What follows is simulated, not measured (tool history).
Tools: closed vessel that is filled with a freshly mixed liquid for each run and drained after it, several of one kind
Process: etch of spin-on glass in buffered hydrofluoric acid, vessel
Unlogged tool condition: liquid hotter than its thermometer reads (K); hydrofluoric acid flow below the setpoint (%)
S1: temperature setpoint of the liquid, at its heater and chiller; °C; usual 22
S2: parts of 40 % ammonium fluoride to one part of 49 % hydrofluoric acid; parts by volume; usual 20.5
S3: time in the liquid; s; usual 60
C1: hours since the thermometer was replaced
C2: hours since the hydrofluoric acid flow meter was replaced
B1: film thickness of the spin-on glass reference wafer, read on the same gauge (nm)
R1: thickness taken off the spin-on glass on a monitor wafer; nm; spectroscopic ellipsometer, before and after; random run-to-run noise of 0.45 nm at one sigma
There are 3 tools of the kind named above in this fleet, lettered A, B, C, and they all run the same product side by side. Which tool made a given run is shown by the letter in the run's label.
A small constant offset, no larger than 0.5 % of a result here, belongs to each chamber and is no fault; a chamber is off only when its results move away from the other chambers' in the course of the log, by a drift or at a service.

run 1B hour=9 | S1=22 S2=20.5 S3=60 | C1=174.8 C2=597.3 | B1=99.998 | R1=55.23
run 2A hour=16.1 | S1=22 S2=20.5 S3=60 | C1=1655.2 C2=791.7 | B1=99.987 | R1=54.305
run 3C hour=29.3 | S1=22 S2=20.5 S3=60 | C1=401.5 C2=71.7 | B1=99.993 | R1=56.11
run 4C hour=41.2 | S1=22 S2=20.5 S3=60 | C1=413.4 C2=83.6 | B1=99.992 | R1=54.686
run 5A hour=53.9 | S1=22 S2=20.5 S3=60 | C1=1693 C2=829.5 | B1=99.977 | R1=54.229
run 6B hour=67 | S1=22 S2=20.5 S3=60 | C1=232.8 C2=655.3 | B1=99.993 | R1=55.148
run 7C hour=74.7 | S1=22 S2=20.5 S3=60 | C1=446.9 C2=117.1 | B1=99.987 | R1=55.507
run 8B hour=81.9 | S1=22 S2=20.5 S3=60 | C1=247.7 C2=670.2 | B1=100 | R1=54.839
run 9A hour=92.3 | S1=22 S2=24.5 S3=60 | C1=1731.4 C2=867.9 | B1=100.01 | R1=47.944
run 10B hour=103.4 | S1=22 S2=24.5 S3=60 | C1=269.2 C2=691.7 | B1=99.966 | R1=49.148
run 11A hour=112.1 | S1=22 S2=24.5 S3=60 | C1=1751.2 C2=887.7 | B1=99.991 | R1=48.014
run 12C hour=123.5 | S1=22 S2=20.5 S3=60 | C1=495.7 C2=165.9 | B1=99.977 | R1=55.48
run 13B hour=137.5 | S1=22 S2=20.5 S3=60 | C1=303.3 C2=725.8 | B1=100.05 | R1=54.783
run 14A hour=145.4 | S1=25 S2=25 S3=60 | C1=1784.5 C2=921 | B1=100.03 | R1=56.434
run 15C hour=152.3 | S1=25 S2=25 S3=60 | C1=524.5 C2=194.7 | B1=100.03 | R1=57.412
run 16B hour=162.4 | S1=25 S2=25 S3=60 | C1=328.2 C2=750.7 | B1=100.02 | R1=56.417
run 17A hour=174.9 | S1=22 S2=20.5 S3=60 | C1=1814 C2=950.5 | B1=100.01 | R1=55.004
run 18C hour=186.1 | S1=22 S2=20.5 S3=60 | C1=558.3 C2=228.5 | B1=100.01 | R1=57.577
run 19B hour=196.4 | S1=22 S2=20.5 S3=60 | C1=362.2 C2=784.7 | B1=100.02 | R1=55.214
run 20C hour=204 | S1=22 S2=20.5 S3=60 | C1=576.2 C2=246.4 | B1=100 | R1=58.743
run 21A hour=212.1 | S1=22 S2=20.5 S3=60 | C1=1851.2 C2=987.7 | B1=99.98 | R1=54.627
run 22A hour=221 | S1=23.5 S2=20.5 S3=85 | C1=1860.1 C2=996.6 | B1=100.01 | R1=85.253
run 23B hour=231.9 | S1=23.5 S2=20.5 S3=85 | C1=397.7 C2=820.2 | B1=100.02 | R1=83.253
run 24C hour=243.9 | S1=23.5 S2=20.5 S3=85 | C1=616.1 C2=286.3 | B1=99.99 | R1=91.603
-- hour=250.6 chamber A: hydrofluoric acid flow meter replaced
run 25A hour=254.6 | S1=22 S2=20.5 S3=60 | C1=1893.7 C2=4.1 | B1=99.96 | R1=55.451
run 26C hour=269.7 | S1=22 S2=20.5 S3=60 | C1=641.9 C2=312.1 | B1=100.03 | R1=60.034
run 27B hour=281.5 | S1=22 S2=20.5 S3=60 | C1=447.3 C2=869.8 | B1=100 | R1=54.709

Next, every chamber runs the same settings. What will each give?
run 28A hour=292.9 | S1=18 S2=20.5 S3=60 | R1=?
run 28B hour=292.9 | S1=18 S2=20.5 S3=60 | R1=?
run 28C hour=292.9 | S1=18 S2=20.5 S3=60 | R1=?

run=28A R1=44.317
run=28B R1=44.37
run=28C R1=48.471
